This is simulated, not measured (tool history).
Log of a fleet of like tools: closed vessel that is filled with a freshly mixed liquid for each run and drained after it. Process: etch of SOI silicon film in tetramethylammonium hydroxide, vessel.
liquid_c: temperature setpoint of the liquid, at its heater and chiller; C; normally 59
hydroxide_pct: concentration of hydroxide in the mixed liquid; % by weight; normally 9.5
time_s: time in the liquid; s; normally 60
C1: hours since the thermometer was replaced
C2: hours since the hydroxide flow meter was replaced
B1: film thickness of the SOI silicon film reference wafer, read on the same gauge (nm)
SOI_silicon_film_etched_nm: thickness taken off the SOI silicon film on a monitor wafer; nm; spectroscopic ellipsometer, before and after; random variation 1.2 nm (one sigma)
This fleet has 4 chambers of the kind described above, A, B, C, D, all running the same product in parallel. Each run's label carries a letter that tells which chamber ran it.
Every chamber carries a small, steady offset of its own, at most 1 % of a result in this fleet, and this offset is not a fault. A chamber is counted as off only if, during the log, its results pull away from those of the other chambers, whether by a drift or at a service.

run 1B hour=3.8 | liquid_c=59 hydroxide_pct=9.5 time_s=60 | C1=2133.7 C2=220.8 | B1=120.01 | SOI_silicon_film_etched_nm=226.40
run 2D hour=7.1 | liquid_c=59 hydroxide_pct=9.5 time_s=60 | C1=2327.6 C2=779.5 | B1=120.00 | SOI_silicon_film_etched_nm=222.56
run 3A hour=11.5 | liquid_c=59 hydroxide_pct=9.5 time_s=60 | C1=567.3 C2=1933.9 | B1=120.03 | SOI_silicon_film_etched_nm=226.36
run 4C hour=15.8 | liquid_c=59 hydroxide_pct=9.5 time_s=60 | C1=820.7 C2=1050.4 | B1=119.97 | SOI_silicon_film_etched_nm=224.61
run 5A hour=19.0 | liquid_c=59 hydroxide_pct=9.5 time_s=60 | C1=574.8 C2=1941.4 | B1=119.98 | SOI_silicon_film_etched_nm=227.30
run 6C hour=21.8 | liquid_c=59 hydroxide_pct=9.5 time_s=60 | C1=826.7 C2=1056.4 | B1=120.00 | SOI_silicon_film_etched_nm=223.05
run 7D hour=26.4 | liquid_c=52 hydroxide_pct=9.5 time_s=50 | C1=2346.9 C2=798.8 | B1=120.00 | SOI_silicon_film_etched_nm=119.11
run 8B hour=31.1 | liquid_c=52 hydroxide_pct=9.5 time_s=50 | C1=2161.0 C2=248.1 | B1=119.99 | SOI_silicon_film_etched_nm=119.91
run 9C hour=34.9 | liquid_c=52 hydroxide_pct=9.5 time_s=50 | C1=839.8 C2=1069.5 | B1=119.96 | SOI_silicon_film_etched_nm=118.08
run 10A hour=37.8 | liquid_c=52 hydroxide_pct=9.5 time_s=50 | C1=593.6 C2=1960.2 | B1=120.01 | SOI_silicon_film_etched_nm=120.96
run 11D hour=42.2 | liquid_c=59 hydroxide_pct=9.5 time_s=60 | C1=2362.7 C2=814.6 | B1=120.00 | SOI_silicon_film_etched_nm=222.71
run 12B hour=46.5 | liquid_c=59 hydroxide_pct=9.5 time_s=60 | C1=2176.4 C2=263.5 | B1=120.00 | SOI_silicon_film_etched_nm=223.30
run 13B hour=50.3 | liquid_c=59 hydroxide_pct=9.5 time_s=30 | C1=2180.2 C2=267.3 | B1=119.99 | SOI_silicon_film_etched_nm=113.17
run 14D hour=53.1 | liquid_c=59 hydroxide_pct=9.5 time_s=30 | C1=2373.6 C2=825.5 | B1=120.00 | SOI_silicon_film_etched_nm=111.86
run 15C hour=55.8 | liquid_c=59 hydroxide_pct=9.5 time_s=30 | C1=860.7 C2=1090.4 | B1=120.01 | SOI_silicon_film_etched_nm=108.72
run 16A hour=58.0 | liquid_c=59 hydroxide_pct=9.5 time_s=30 | C1=613.8 C2=1980.4 | B1=120.02 | SOI_silicon_film_etched_nm=113.49
run 17B hour=61.1 | liquid_c=59 hydroxide_pct=9.5 time_s=60 | C1=2191.0 C2=278.1 | B1=119.98 | SOI_silicon_film_etched_nm=224.61
run 18D hour=65.0 | liquid_c=59 hydroxide_pct=9.5 time_s=60 | C1=2385.5 C2=837.4 | B1=119.99 | SOI_silicon_film_etched_nm=224.03
run 19C hour=67.9 | liquid_c=59 hydroxide_pct=9.5 time_s=60 | C1=872.8 C2=1102.5 | B1=120.00 | SOI_silicon_film_etched_nm=218.42
run 20A hour=72.0 | liquid_c=51 hydroxide_pct=9.5 time_s=60 | C1=627.8 C2=1994.4 | B1=120.00 | SOI_silicon_film_etched_nm=134.64
run 21A hour=74.7 | liquid_c=51 hydroxide_pct=9.5 time_s=60 | C1=630.5 C2=1997.1 | B1=120.00 | SOI_silicon_film_etched_nm=135.17
run 22D hour=78.9 | liquid_c=51 hydroxide_pct=9.5 time_s=60 | C1=2399.4 C2=851.3 | B1=120.01 | SOI_silicon_film_etched_nm=135.00
run 23C hour=81.4 | liquid_c=51 hydroxide_pct=9.5 time_s=60 | C1=886.3 C2=1116.0 | B1=120.02 | SOI_silicon_film_etched_nm=129.03
run 24B hour=85.7 | liquid_c=63 hydroxide_pct=9.5 time_s=30 | C1=2215.6 C2=302.7 | B1=120.00 | SOI_silicon_film_etched_nm=143.90
run 25A hour=89.9 | liquid_c=63 hydroxide_pct=9.5 time_s=30 | C1=645.7 C2=2012.3 | B1=119.98 | SOI_silicon_film_etched_nm=144.95

Decide between three cases: one chamber stands off from its peers, the gauge reading all wafers drifts, or nothing is wrong past each chamber's small offset. Where a chamber is off, say which and what most likely put it there.

One chamber, C, drifts off from the rest bit by bit.
What lies behind it: liquid colder than its thermometer reads (K) = 0.956.

Below are 4 candidate recipes for chamber C's next run, each the usual settings with a change, their results shown as question marks. Which of them brings C's results back in line with what the other chambers give on the usual settings?
Maximum distance from the other chambers' mean on the usual settings for a result to count as in line: SOI_silicon_film_etched_nm 4.20 nm
run 26C-1 hour=93.4 | liquid_c=59 hydroxide_pct=11.0 time_s=60 | SOI_silicon_film_etched_nm=?
run 26C-2 hour=93.4 | liquid_c=59 hydroxide_pct=9.0 time_s=60 | SOI_silicon_film_etched_nm=?
run 26C-3 hour=93.4 | liquid_c=59 hydroxide_pct=10.0 time_s=60 | SOI_silicon_film_etched_nm=?
run 26C-4 hour=93.4 | liquid_c=59 hydroxide_pct=8.0 time_s=60 | SOI_silicon_film_etched_nm=?

The other chambers' mean on the usual settings: SOI_silicon_film_etched_nm 224.88 nm
run=26C-1 SOI_silicon_film_etched_nm=201.71
run=26C-2 SOI_silicon_film_etched_nm=217.02
run=26C-3 SOI_silicon_film_etched_nm=208.35
run=26C-4 SOI_silicon_film_etched_nm=225.86
It is 26C-4 that realigns the chamber with its peers.
